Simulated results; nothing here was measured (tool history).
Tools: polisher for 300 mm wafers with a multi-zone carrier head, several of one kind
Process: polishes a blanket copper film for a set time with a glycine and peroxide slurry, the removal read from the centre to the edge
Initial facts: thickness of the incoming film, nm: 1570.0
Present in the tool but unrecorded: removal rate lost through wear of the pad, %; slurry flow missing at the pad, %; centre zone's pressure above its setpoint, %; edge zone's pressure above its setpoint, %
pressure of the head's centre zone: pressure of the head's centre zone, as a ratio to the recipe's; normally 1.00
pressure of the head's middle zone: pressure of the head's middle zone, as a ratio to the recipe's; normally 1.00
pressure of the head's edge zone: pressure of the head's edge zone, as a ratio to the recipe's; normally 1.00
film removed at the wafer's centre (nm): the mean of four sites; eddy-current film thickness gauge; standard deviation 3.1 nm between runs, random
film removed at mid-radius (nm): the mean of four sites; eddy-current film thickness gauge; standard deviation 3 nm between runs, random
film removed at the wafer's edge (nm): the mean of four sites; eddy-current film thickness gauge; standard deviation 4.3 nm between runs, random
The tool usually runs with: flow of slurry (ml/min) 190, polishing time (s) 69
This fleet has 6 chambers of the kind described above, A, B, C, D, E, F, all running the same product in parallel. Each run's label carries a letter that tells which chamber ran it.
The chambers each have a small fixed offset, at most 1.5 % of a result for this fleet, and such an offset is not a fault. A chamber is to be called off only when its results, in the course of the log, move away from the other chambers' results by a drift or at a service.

run     day  flow of slurry (ml/min)  pressure of the head's centre zone  pressure of the head's middle zone  pressure of the head's edge zone  polishing time (s)  wafers polished on this pad  hours since the slurry nozzle was cleaned  hours since the centre zone pressure was calibrated  hours since the edge zone pressure was calibrated  film removed at the wafer's centre (nm)  film removed at mid-radius (nm)  film removed at the wafer's edge (nm)
 1B   0.404                      190                                1.00                                1.00                              1.00                  69                          527                                       33.4                                                947.2                                              110.2                                   311.70                           316.01                                 323.69
      0.492  -- chamber E: centre zone pressure recalibrated
      0.696  -- chamber A: worn pad replaced by a new one
 2E   0.846                      190                                1.00                                1.00                              1.00                  69                          170                                       23.8                                                  8.5                                              793.7                                   312.83                           316.06                                 314.28
      0.975  -- chamber D: slurry nozzle cleaned
 3C   1.112                      190                                1.00                                1.00                              1.00                  69                          718                                      476.6                                                566.5                                              954.4                                   311.10                           319.92                                 316.85
      1.288  -- chamber D: worn pad replaced by a new one
 4A   1.383                      190                                1.00                                1.00                              1.00                  69                          127                                      174.7                                                222.5                                              159.0                                   314.68                           317.22                                 310.12
      1.729  -- chamber C: worn pad replaced by a new one
 5F   1.754                      190                                1.00                                1.00                              1.00                  69                          830                                      536.2                                                 78.2                                              212.3                                   312.26                           314.94                                 314.46
      2.162  -- chamber F: worn pad replaced by a new one
 6D   2.292                      190                                1.00                                1.00                              1.00                  69                          185                                       31.6                                                457.2                                             1234.8                                   318.02                           313.44                                 310.51
 7D   2.792                      190                                1.00                                1.00                              1.00                  69                          278                                       43.6                                                469.2                                             1246.8                                   317.23                           314.67                                 308.19
 8C   3.100                      190                                1.00                                1.00                              1.00                  69                          253                                      524.3                                                614.2                                             1002.1                                   322.34                           313.02                                 312.14
      3.250  -- chamber B: worn pad replaced by a new one
 9B   3.479                      190                                1.00                                1.00                              1.00                  69                           43                                      107.2                                               1021.0                                              184.0                                   317.71                           313.84                                 314.71
10A   3.858                      190                                1.00                                1.00                              1.00                  69                          584                                      234.1                                                281.9                                              218.4                                   315.84                           317.10                                 313.34
      3.879  -- chamber E: worn pad replaced by a new one
11E   4.279                      190                                1.00                                1.00                              1.00                  69                           74                                      106.2                                                 90.9                                              876.1                                   311.51                           309.58                                 318.09
      4.325  -- chamber A: worn pad replaced by a new one
      4.808  -- chamber C: slurry nozzle cleaned
12F   4.850                      190                                1.00                                1.00                              1.00                  69                          496                                      610.5                                                152.5                                              286.6                                   310.04                           317.99                                 317.90
      5.329  -- chamber D: worn pad replaced by a new one
13C   5.438                      190                                1.00                                1.00                              1.00                  69                          685                                       15.1                                                670.3                                             1058.2                                   316.86                           315.08                                 306.54
14F   5.879                      190                                1.00                                1.00                              1.00                  69                          686                                      635.2                                                177.2                                              311.3                                   315.29                           311.92                                 319.12
15A   6.233                      190                                1.00                                1.00                              1.00                  69                          352                                      291.1                                                338.9                                              275.4                                   316.16                           314.48                                 312.94
16D   6.696                      190                                1.00                                1.00                              1.00                  69                          252                                      137.3                                                562.9                                             1340.5                                   311.35                           312.73                                 316.65
      6.721  -- chamber C: worn pad replaced by a new one
      6.888  -- chamber F: worn pad replaced by a new one
17B   6.979                      190                                1.00                                1.00                              1.00                  69                          689                                      191.2                                               1105.0                                              268.0                                   315.60                           310.78                                 319.15
18E   7.438                      190                                1.00                                1.00                              1.00                  69                          658                                      182.0                                                166.7                                              951.9                                   317.54                           314.10                                 317.93
      7.504  -- chamber D: edge zone pressure recalibrated
      7.671  -- chamber A: worn pad replaced by a new one
19A   7.788                      190                                1.00                                1.00                              1.00                  69                           22                                      328.4                                                376.2                                              312.7                                   317.16                           318.45                                 316.87
      8.179  -- chamber E: worn pad replaced by a new one
20E   8.279                      190                                1.00                                1.00                              1.00                  69                           18                                      202.2                                                186.9                                              972.1                                   314.41                           316.27                                 317.27
      8.533  -- chamber B: worn pad replaced by a new one
      8.729  -- chamber B: centre zone pressure recalibrated
21C   8.825                      190                                1.00                                1.00                              1.00                  69                          388                                       96.4                                                751.6                                             1139.5                                   310.69                           314.93                                 319.43
      8.996  -- chamber A: slurry nozzle cleaned
22F   9.104                      190                                1.00                                1.00                              1.00                  69                          409                                      712.6                                                254.6                                              388.7                                   316.74                           312.61                                 309.78
      9.633  -- chamber E: edge zone pressure recalibrated
23B   9.679                      190                                1.05                                0.89                              1.00                  69                          211                                      256.0                                                 22.9                                              332.8                                   322.49                           283.77                                 319.28
      9.867  -- chamber D: worn pad replaced by a new one
     10.108  -- chamber F: edge zone pressure recalibrated
24D  10.150                      190                                1.05                                0.89                              1.00                  69                           52                                      220.2                                                645.8                                               63.6                                   329.25                           283.89                                 322.65
25B  10.596                      190                                1.05                                0.89                              1.00                  69                          381                                      278.0                                                 44.9                                              354.8                                   332.53                           280.40                                 322.74
26C  10.925                      190                                1.05                                0.89                              1.00                  69                          776                                      146.8                                                802.0                                             1189.9                                   330.69                           276.93                                 309.12
     11.346  -- chamber F: worn pad replaced by a new one
     11.371  -- chamber C: edge zone pressure recalibrated
27D  11.442                      190                                1.05                                0.89                              1.00                  69                          291                                      251.2                                                676.8                                               94.6                                   332.29                           283.82                                 315.04
     11.467  -- chamber A: worn pad replaced by a new one
28F  11.754                      190                                1.05                                0.89                              1.00                  69                           75                                      776.2                                                318.2                                               39.6                                   332.09                           287.26                                 311.30
     12.158  -- chamber C: worn pad replaced by a new one
29E  12.229                      190                                1.00                                1.00                              1.00                  87                          748                                      297.0                                                281.7                                               62.3                                   389.09                           402.91                                 400.30
     12.642  -- chamber E: worn pad replaced by a new one
30A  12.667                      190                                1.00                                1.00                              1.00                  87                          222                                       88.1                                                493.3                                              429.8                                   405.33                           403.87                                 392.34
     12.825  -- chamber B: slurry nozzle cleaned
31B  13.088                      190                                1.00                                1.00                              1.00                  87                          841                                        6.4                                                104.7                                              414.6                                   400.18                           401.11                                 394.55
32D  13.592                      190                                1.00                                1.00                              1.00                  87                          688                                      302.8                                                728.4                                              146.2                                   395.69                           387.62                                 385.84
     13.658  -- chamber C: centre zone pressure recalibrated
     13.725  -- chamber E: slurry nozzle cleaned
33C  14.129                      190                                1.00                                1.00                              1.00                  87                          364                                      223.7                                                 11.3                                               66.3                                   402.70                           394.13                                 385.47
34A  14.638                      190                                1.00                                1.00                              1.00                  87                          586                                      135.4                                                540.6                                              477.1                                   399.66                           393.20                                 395.39
     14.804  -- chamber A: worn pad replaced by a new one
35E  15.154                      190                                1.00                                1.00                              1.00                  69                          464                                       34.3                                                351.9                                              132.5                                   308.44                           314.62                                 319.86
36F  15.729                      190                                1.00                                1.00                              1.00                  69                          810                                      871.6                                                413.6                                              135.0                                   310.32                           321.23                                 309.23
37C  16.129                      190                                1.00                                1.00                              1.00                  69                          733                                      271.7                                                 59.3                                              114.3                                   316.46                           311.11                                 313.89
     16.204  -- chamber F: slurry nozzle cleaned
38F  16.558                      190                                1.00                                1.00                              1.00                  69                          963                                        8.6                                                433.5                                              154.9                                   311.65                           319.39                                 316.46
     16.888  -- chamber E: worn pad replaced by a new one
39E  17.062                      190                                1.00                                1.00                              1.00                  69                           32                                       80.1                                                397.7                                              178.3                                   312.17                           313.40                                 312.76
40A  17.475                      190                                1.00                                1.00                              1.00                  69                          493                                      203.5                                                608.7                                              545.2                                   318.44                           318.20                                 314.36

Predict what each chamber gives when all 6 of them run the settings below next.
41A  17.900                      190                                1.00                                1.00                              0.93                  69                                                                                                                                                                                                                        ?                                ?                                      ?
41B  17.900                      190                                1.00                                1.00                              0.93                  69                                                                                                                                                                                                                        ?                                ?                                      ?
41C  17.900                      190                                1.00                                1.00                              0.93                  69                                                                                                                                                                                                                        ?                                ?                                      ?
41D  17.900                      190                                1.00                                1.00                              0.93                  69                                                                                                                                                                                                                        ?                                ?                                      ?
41E  17.900                      190                                1.00                                1.00                              0.93                  69                                                                                                                                                                                                                        ?                                ?                                      ?
41F  17.900                      190                                1.00                                1.00                              0.93                  69                                                                                                                                                                                                                        ?                                ?                                      ?

run  film removed at the wafer's centre (nm)  film removed at mid-radius (nm)  film removed at the wafer's edge (nm)
41A                                   319.67                           320.81                                 307.99
41B                                   317.66                           311.64                                 313.14
41C                                   324.16                           316.23                                 294.42
41D                                   315.70                           313.59                                 298.26
41E                                   307.51                           317.59                                 310.61
41F                                   318.86                           316.29                                 307.21
